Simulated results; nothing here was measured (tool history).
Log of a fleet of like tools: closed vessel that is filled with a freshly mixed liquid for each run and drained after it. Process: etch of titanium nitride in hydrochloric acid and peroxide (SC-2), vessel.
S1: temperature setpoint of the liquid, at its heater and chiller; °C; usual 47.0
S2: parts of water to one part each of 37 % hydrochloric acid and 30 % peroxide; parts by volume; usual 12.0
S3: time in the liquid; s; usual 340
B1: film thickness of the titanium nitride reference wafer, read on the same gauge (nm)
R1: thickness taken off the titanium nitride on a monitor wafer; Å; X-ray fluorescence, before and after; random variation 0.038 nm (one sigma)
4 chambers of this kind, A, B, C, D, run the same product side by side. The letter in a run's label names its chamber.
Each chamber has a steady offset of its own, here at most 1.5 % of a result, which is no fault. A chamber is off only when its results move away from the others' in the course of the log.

{"run": "1D", "day": 0.225, "S1": 47.0, "S2": 12.0, "S3": 340, "B1": 59.989, "R1": 66.335}
{"run": "2A", "day": 0.458, "S1": 47.0, "S2": 12.0, "S3": 340, "B1": 60.006, "R1": 66.929}
{"run": "3C", "day": 0.592, "S1": 47.0, "S2": 12.0, "S3": 340, "B1": 60.011, "R1": 66.669}
{"run": "4B", "day": 0.854, "S1": 47.0, "S2": 12.0, "S3": 340, "B1": 59.97, "R1": 66.333}
{"run": "5B", "day": 1.046, "S1": 47.0, "S2": 12.0, "S3": 340, "B1": 59.979, "R1": 65.923}
{"run": "6D", "day": 1.292, "S1": 47.0, "S2": 12.0, "S3": 340, "B1": 59.998, "R1": 66.669}
{"run": "7A", "day": 1.454, "S1": 47.0, "S2": 12.0, "S3": 340, "B1": 59.992, "R1": 66.972}
{"run": "8C", "day": 1.692, "S1": 42.0, "S2": 12.0, "S3": 340, "B1": 60.007, "R1": 47.886}
{"run": "9A", "day": 1.942, "S1": 42.0, "S2": 12.0, "S3": 340, "B1": 59.998, "R1": 47.852}
{"run": "10B", "day": 2.162, "S1": 42.0, "S2": 12.0, "S3": 340, "B1": 60.006, "R1": 47.369}
{"run": "11C", "day": 2.45, "S1": 42.0, "S2": 12.0, "S3": 340, "B1": 60.006, "R1": 47.225}
{"run": "12D", "day": 2.617, "S1": 47.0, "S2": 12.0, "S3": 340, "B1": 59.983, "R1": 66.303}
{"day": 2.629, "done": "chamber A: new drum of peroxide connected"}
{"run": "13B", "day": 2.862, "S1": 47.0, "S2": 12.0, "S3": 340, "B1": 60.015, "R1": 65.779}
{"run": "14C", "day": 3.133, "S1": 47.0, "S2": 12.0, "S3": 340, "B1": 60.012, "R1": 66.904}
{"run": "15A", "day": 3.267, "S1": 47.0, "S2": 12.0, "S3": 340, "B1": 60.007, "R1": 66.855}
{"run": "16D", "day": 3.554, "S1": 50.0, "S2": 12.0, "S3": 415, "B1": 59.993, "R1": 97.039}
{"run": "17D", "day": 3.771, "S1": 50.0, "S2": 12.0, "S3": 415, "B1": 59.983, "R1": 98.187}
{"run": "18C", "day": 3.975, "S1": 50.0, "S2": 12.0, "S3": 415, "B1": 60.011, "R1": 98.752}
{"run": "19B", "day": 4.15, "S1": 50.0, "S2": 12.0, "S3": 415, "B1": 59.996, "R1": 97.904}
{"run": "20A", "day": 4.308, "S1": 47.0, "S2": 12.0, "S3": 340, "B1": 59.96, "R1": 66.858}
{"run": "21D", "day": 4.583, "S1": 47.0, "S2": 12.0, "S3": 340, "B1": 59.987, "R1": 64.181}
{"run": "22C", "day": 4.717, "S1": 47.0, "S2": 12.0, "S3": 340, "B1": 59.998, "R1": 66.498}
{"run": "23A", "day": 4.858, "S1": 47.0, "S2": 12.0, "S3": 340, "B1": 60.006, "R1": 67.117}
{"run": "24B", "day": 5.133, "S1": 47.0, "S2": 12.0, "S3": 340, "B1": 59.984, "R1": 66.147}
{"run": "25D", "day": 5.404, "S1": 47.0, "S2": 12.0, "S3": 340, "B1": 60.026, "R1": 62.994}
{"run": "26C", "day": 5.533, "S1": 47.0, "S2": 12.0, "S3": 340, "B1": 60.013, "R1": 67.18}
{"run": "27A", "day": 5.717, "S1": 47.0, "S2": 12.0, "S3": 340, "B1": 59.972, "R1": 67.49}
{"run": "28B", "day": 5.958, "S1": 50.5, "S2": 7.5, "S3": 340, "B1": 59.998, "R1": 121.99}

What goes on in this fleet: one chamber off, a drifting gauge, or nothing beyond the chambers' own small offsets? Name the chamber and the cause, if any.

Chamber D drifts away from the others.
Cause: chemicals flow below the setpoint (%) = 7.58.
The log may not tell that from: liquid colder than its thermometer reads (K); peroxide weaker than its label (%).

Here are 4 candidates for chamber D's next run, each the usual settings with a change, their results left as question marks. Which one brings its results back in line with what the others give on the usual settings?
In line means no further than this from the other chambers' mean on the usual settings: R1 1.300 Å
{"run": "29D-1", "day": 6.167, "S1": 47.0, "S2": 12.5, "S3": 315, "R1": "?"}
{"run": "29D-2", "day": 6.167, "S1": 48.0, "S2": 12.0, "S3": 355, "R1": "?"}
{"run": "29D-3", "day": 6.167, "S1": 46.5, "S2": 12.0, "S3": 330, "R1": "?"}
{"run": "29D-4", "day": 6.167, "S1": 47.5, "S2": 12.0, "S3": 350, "R1": "?"}

The other chambers' mean on the usual settings: R1 66.577 Å
run=29D-1 R1=55.284
run=29D-2 R1=69.059
run=29D-3 R1=57.945
run=29D-4 R1=65.823
29D-4 brings the chamber back in line.

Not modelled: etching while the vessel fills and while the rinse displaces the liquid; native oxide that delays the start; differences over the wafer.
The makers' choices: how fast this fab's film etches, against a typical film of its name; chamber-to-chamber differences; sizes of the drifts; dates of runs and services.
